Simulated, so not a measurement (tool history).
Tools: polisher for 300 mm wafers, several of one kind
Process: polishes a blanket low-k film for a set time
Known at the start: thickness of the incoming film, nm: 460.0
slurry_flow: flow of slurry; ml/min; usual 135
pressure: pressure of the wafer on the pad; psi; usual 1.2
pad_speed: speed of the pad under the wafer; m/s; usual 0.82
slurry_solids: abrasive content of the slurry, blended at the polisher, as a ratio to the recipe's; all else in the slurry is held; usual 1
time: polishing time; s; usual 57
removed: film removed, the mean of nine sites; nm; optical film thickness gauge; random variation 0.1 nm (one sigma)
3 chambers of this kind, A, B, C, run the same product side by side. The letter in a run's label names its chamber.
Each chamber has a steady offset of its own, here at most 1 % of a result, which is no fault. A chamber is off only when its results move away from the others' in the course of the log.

run    day  slurry_flow  pressure  pad_speed  slurry_solids  time  wafers polished on this pad  hours since the slurry nozzle was cleaned  hours since the head pressure was calibrated  hours since the slurry blender was calibrated  hours since the conditioning disc was replaced  removed
     0.058  -- chamber C: slurry nozzle cleaned
     0.075  -- chamber B: worn pad replaced by a new one
 1C  0.179          135       1.2       0.82              1    57                          427                                          3                                         376.3                                          216.1                                            55.9   14.861
 2B  0.329          135       1.2       0.82              1    57                           72                                      313.4                                         294.3                                          221.2                                           138.7   15.096
 3A  0.479          135       1.2       0.82              1    57                         1144                                       23.5                                         522.6                                          239.5                                            30.3    14.84
     0.521  -- chamber A: worn pad replaced by a new one
     0.625  -- chamber B: slurry blender recalibrated
 4C  0.721          135       1.2       0.82              1    57                          580                                         16                                         389.3                                          229.1                                            68.9   14.992
 5A  0.992          135       1.2       0.82              1    57                          132                                       35.8                                         534.9                                          251.8                                            42.6   15.059
 6B  1.138          135       1.2       0.82              1    57                          299                                      332.8                                         313.7                                           12.4                                           158.1   15.047
 7C    1.4          135       1.2       0.82              1    57                          771                                       32.3                                         405.6                                          245.4                                            85.2   15.013
 8A  1.525          135       1.2       0.82              1    57                          282                                       48.6                                         547.7                                          264.6                                            55.4   15.001
     1.712  -- chamber B: conditioning disc replaced and pad reconditioned
 9B  1.754          135       1.2       0.82              1    57                          473                                      347.6                                         328.5                                           27.2                                               1   15.021
     1.942  -- chamber C: worn pad replaced by a new one
10C  2.004          135       1.6       0.82            0.9    57                           18                                       46.8                                         420.1                                          259.9                                            99.7   19.057
11B  2.238          135       1.6       0.82            0.9    57                          609                                      359.2                                         340.1                                           38.8                                            12.6    19.18
12A  2.504          135       1.6       0.82            0.9    57                          558                                       72.1                                         571.2                                          288.1                                            78.9   19.079
     2.642  -- chamber B: worn pad replaced by a new one
13A  2.658          135       1.2       0.82           0.85    63                          601                                       75.8                                         574.9                                          291.8                                            82.6     15.4
14B  2.892          135       1.2       0.82           0.85    63                           71                                      374.9                                         355.8                                           54.5                                            28.3   15.339
15C  3.021          135       1.2       0.82           0.85    63                          304                                       71.2                                         444.5                                          284.3                                           124.1   15.545
     3.038  -- chamber A: slurry blender recalibrated
16B  3.179          135       1.2       0.82              1    57                          152                                      381.8                                         362.7                                           61.4                                            35.2   15.061
17C  3.392          135       1.2       0.82           0.85    57                          408                                       80.1                                         453.4                                          293.2                                             133   13.998
18A  3.558          135       1.2       0.82           0.85    57                          854                                       97.4                                         596.5                                           12.5                                           104.2   13.992
     3.588  -- chamber A: worn pad replaced by a new one
19C  3.812          135       1.2       0.82           0.85    57                          527                                       90.2                                         463.5                                          303.3                                           143.1   13.892
20A  4.046          135       1.2       0.82              1    57                          129                                      109.1                                         608.2                                           24.2                                           115.9    14.88
21B  4.233          135       1.2       0.82              1    57                          448                                      407.1                                           388                                           86.7                                            60.5   14.955
22C  4.454          135       1.2       0.82              1    57                          707                                      105.6                                         478.9                                          318.7                                           158.5   15.039
23A  4.575          135       1.2       0.82              1    57                          278                                      121.8                                         620.9                                           36.9                                           128.6   14.884
24B    4.7          135       1.2       0.82              1    57                          580                                      418.3                                         399.2                                           97.9                                            71.7   14.966
25B  4.921          135       1.2       0.82              1    57                          642                                      423.6                                         404.5                                          103.2                                              77   14.946
     4.938  -- chamber B: worn pad replaced by a new one
26A  5.062          135       1.2        0.9              1    50                          415                                      133.5                                         632.6                                           48.6                                           140.3   14.153
     5.288  -- chamber C: slurry blender recalibrated
27C  5.304          135       1.2        0.9              1    50                          946                                        126                                         499.3                                            0.4                                           178.9   14.228
     5.508  -- chamber C: worn pad replaced by a new one
28B  5.529          135       1.2        0.9              1    50                          167                                      438.2                                         419.1                                          117.8                                            91.6   14.106
29A  5.725          135       1.2       0.82              1    57                          601                                      149.4                                         648.5                                           64.5                                           156.2   14.947
30C  5.954          135       1.2       0.82              1    57                          125                                      141.6                                         514.9                                             16                                           194.5    14.86
31A  6.183          135       1.2       0.82              1    57                          730                                      160.4                                         659.5                                           75.5                                           167.2   15.029
32C  6.383          135       1.2       0.82              1    57                          246                                      151.9                                         525.2                                           26.3                                           204.8   15.128
33B  6.571          135       1.2       0.82              1    57                          460                                      463.2                                         444.1                                          142.8                                           116.6   15.104
34C  6.762          135       1.2       0.82              1    57                          353                                        161                                         534.3                                           35.4                                           213.9   15.014
35B  6.888          135       1.2       0.82              1    57                          549                                      470.8                                         451.7                                          150.4                                           124.2    14.84
36A  7.042          135       1.2       0.82              1    57                          971                                        181                                         680.1                                           96.1                                           187.8   14.801
     7.067  -- chamber A: worn pad replaced by a new one
37A  7.221          135       1.2       0.82              1    57                           44                                      185.3                                         684.4                                          100.4                                           192.1       15
     7.388  -- chamber B: worn pad replaced by a new one
38C  7.467          135       1.2       0.82              1    57                          551                                      177.9                                         551.2                                           52.3                                           230.8   15.068
39B  7.592          120       0.9       0.82              1    57                           57                                      487.7                                         468.6                                          167.3                                           141.1   10.991
     7.796  -- chamber C: conditioning disc replaced and pad reconditioned
40C  7.829          120       0.9       0.82              1    57                          653                                      186.6                                         559.9                                             61                                             0.9   11.113
41B  8.096          120       0.9       0.82              1    57                          199                                      499.8                                         480.7                                          179.4                                           153.2   10.865

Is one chamber off against the others, does the gauge drift, or is nothing wrong? If a chamber is off, say which, and what the likeliest cause is.

No chamber stands off beyond its own small offset, and the gauge holds steady.
